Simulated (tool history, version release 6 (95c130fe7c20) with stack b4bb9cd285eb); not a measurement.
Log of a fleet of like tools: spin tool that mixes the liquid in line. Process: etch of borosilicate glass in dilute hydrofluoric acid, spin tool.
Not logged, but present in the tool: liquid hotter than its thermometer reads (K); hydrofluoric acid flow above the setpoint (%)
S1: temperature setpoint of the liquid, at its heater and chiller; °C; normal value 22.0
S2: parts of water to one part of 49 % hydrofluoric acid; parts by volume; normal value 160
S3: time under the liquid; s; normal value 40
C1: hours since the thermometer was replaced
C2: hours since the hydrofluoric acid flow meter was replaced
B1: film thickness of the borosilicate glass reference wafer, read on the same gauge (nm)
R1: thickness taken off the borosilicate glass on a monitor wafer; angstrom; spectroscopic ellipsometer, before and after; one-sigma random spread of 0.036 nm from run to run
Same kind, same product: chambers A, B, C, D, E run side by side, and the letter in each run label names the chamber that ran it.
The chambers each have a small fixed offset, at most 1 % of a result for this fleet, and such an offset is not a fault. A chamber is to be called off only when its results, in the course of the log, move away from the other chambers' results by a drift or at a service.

| run | day | S1 | S2 | S3 | C1 | C2 | B1 | R1 |
|---|---|---|---|---|---|---|---|---|
|  | 0.275 | chamber A: hydrofluoric acid flow meter replaced |
| 1D | 0.279 | 22.0 | 160 | 40 | 12.0 | 1101.8 | 150.00 | 71.797 |
| 2A | 0.708 | 22.0 | 160 | 40 | 208.1 | 10.5 | 150.00 | 71.397 |
| 3B | 1.000 | 22.0 | 160 | 40 | 215.8 | 434.0 | 150.01 | 72.168 |
| 4C | 1.538 | 22.0 | 160 | 40 | 735.3 | 530.2 | 149.99 | 72.685 |
| 5E | 1.829 | 22.0 | 160 | 40 | 1954.2 | 1874.4 | 149.98 | 71.300 |
| 6E | 2.192 | 22.0 | 160 | 40 | 1962.9 | 1883.1 | 149.99 | 71.376 |
| 7B | 2.754 | 26.0 | 160 | 60 | 257.9 | 476.1 | 149.98 | 124.880 |
|  | 2.900 | chamber E: hydrofluoric acid flow meter replaced |
| 8A | 3.375 | 26.0 | 160 | 60 | 272.1 | 74.5 | 150.01 | 124.640 |
| 9C | 3.758 | 26.0 | 160 | 60 | 788.6 | 583.5 | 150.01 | 125.880 |
| 10D | 4.204 | 26.0 | 160 | 60 | 106.2 | 1196.0 | 150.00 | 124.310 |
| 11E | 4.571 | 26.0 | 160 | 60 | 2020.0 | 40.1 | 150.00 | 125.890 |
| 12C | 5.017 | 22.0 | 160 | 40 | 818.8 | 613.7 | 149.99 | 72.360 |
| 13A | 5.475 | 22.0 | 160 | 25 | 322.5 | 124.9 | 150.02 | 44.993 |
| 14B | 6.100 | 22.0 | 160 | 25 | 338.2 | 556.4 | 150.01 | 45.238 |
| 15D | 6.450 | 22.0 | 160 | 25 | 160.1 | 1249.9 | 149.98 | 44.953 |
| 16E | 6.892 | 22.0 | 160 | 25 | 2075.7 | 95.8 | 149.99 | 45.055 |
| 17D | 7.412 | 22.0 | 160 | 25 | 183.2 | 1273.0 | 149.99 | 44.639 |
| 18B | 7.796 | 22.0 | 160 | 40 | 378.9 | 597.1 | 150.02 | 71.557 |
| 19C | 8.229 | 22.0 | 160 | 40 | 895.9 | 690.8 | 150.01 | 73.191 |
| 20A | 8.808 | 22.0 | 160 | 40 | 402.5 | 204.9 | 150.00 | 71.671 |
| 21B | 9.338 | 22.0 | 160 | 40 | 415.9 | 634.1 | 150.01 | 71.814 |
|  | 9.642 | chamber D: hydrofluoric acid flow meter replaced |
| 22A | 9.892 | 22.0 | 160 | 40 | 428.5 | 230.9 | 150.00 | 71.465 |
| 23C | 10.196 | 22.0 | 160 | 40 | 943.1 | 738.0 | 149.99 | 72.670 |
| 24E | 10.571 | 19.5 | 160 | 40 | 2164.0 | 184.1 | 149.99 | 65.013 |
| 25D | 11.167 | 19.5 | 160 | 40 | 273.3 | 36.7 | 150.00 | 65.049 |
| 26C | 11.654 | 19.5 | 160 | 40 | 978.1 | 773.0 | 150.00 | 65.736 |
| 27B | 12.221 | 19.5 | 160 | 40 | 485.1 | 703.3 | 149.99 | 65.525 |
| 28A | 12.658 | 19.5 | 160 | 40 | 494.9 | 297.3 | 150.00 | 65.045 |
| 29D | 13.171 | 22.0 | 160 | 60 | 321.4 | 84.8 | 150.01 | 107.490 |
|  | 13.179 | chamber B: hydrofluoric acid flow meter replaced |
| 30E | 13.696 | 22.0 | 160 | 60 | 2239.0 | 259.1 | 149.99 | 107.210 |
| 31D | 14.146 | 22.0 | 160 | 60 | 344.8 | 108.2 | 149.99 | 107.370 |
| 32E | 14.717 | 22.0 | 160 | 60 | 2263.5 | 283.6 | 149.99 | 107.950 |
| 33A | 15.058 | 22.0 | 160 | 60 | 552.5 | 354.9 | 150.00 | 107.890 |
| 34B | 15.388 | 22.0 | 160 | 40 | 561.1 | 53.0 | 149.99 | 72.001 |
| 35C | 15.817 | 22.0 | 115 | 25 | 1078.0 | 872.9 | 150.01 | 66.189 |
| 36A | 16.346 | 22.0 | 115 | 25 | 583.4 | 385.8 | 149.98 | 66.043 |
| 37C | 16.679 | 22.0 | 115 | 25 | 1098.7 | 893.6 | 150.00 | 67.014 |
| 38B | 17.238 | 22.0 | 115 | 25 | 605.5 | 97.4 | 149.99 | 65.543 |
| 39D | 17.729 | 22.0 | 115 | 25 | 430.8 | 194.2 | 149.99 | 65.527 |
| 40E | 18.308 | 22.0 | 160 | 40 | 2349.7 | 369.8 | 150.01 | 71.385 |
| 41C | 18.888 | 22.0 | 160 | 40 | 1151.7 | 946.6 | 150.00 | 73.014 |
| 42A | 19.492 | 22.0 | 160 | 40 | 658.9 | 461.3 | 149.98 | 72.040 |

Is one chamber off against the others, does the gauge drift, or is nothing wrong? If a chamber is off, say which, and what the likeliest cause is.

No chamber stands off beyond its own small offset, and the gauge holds steady.
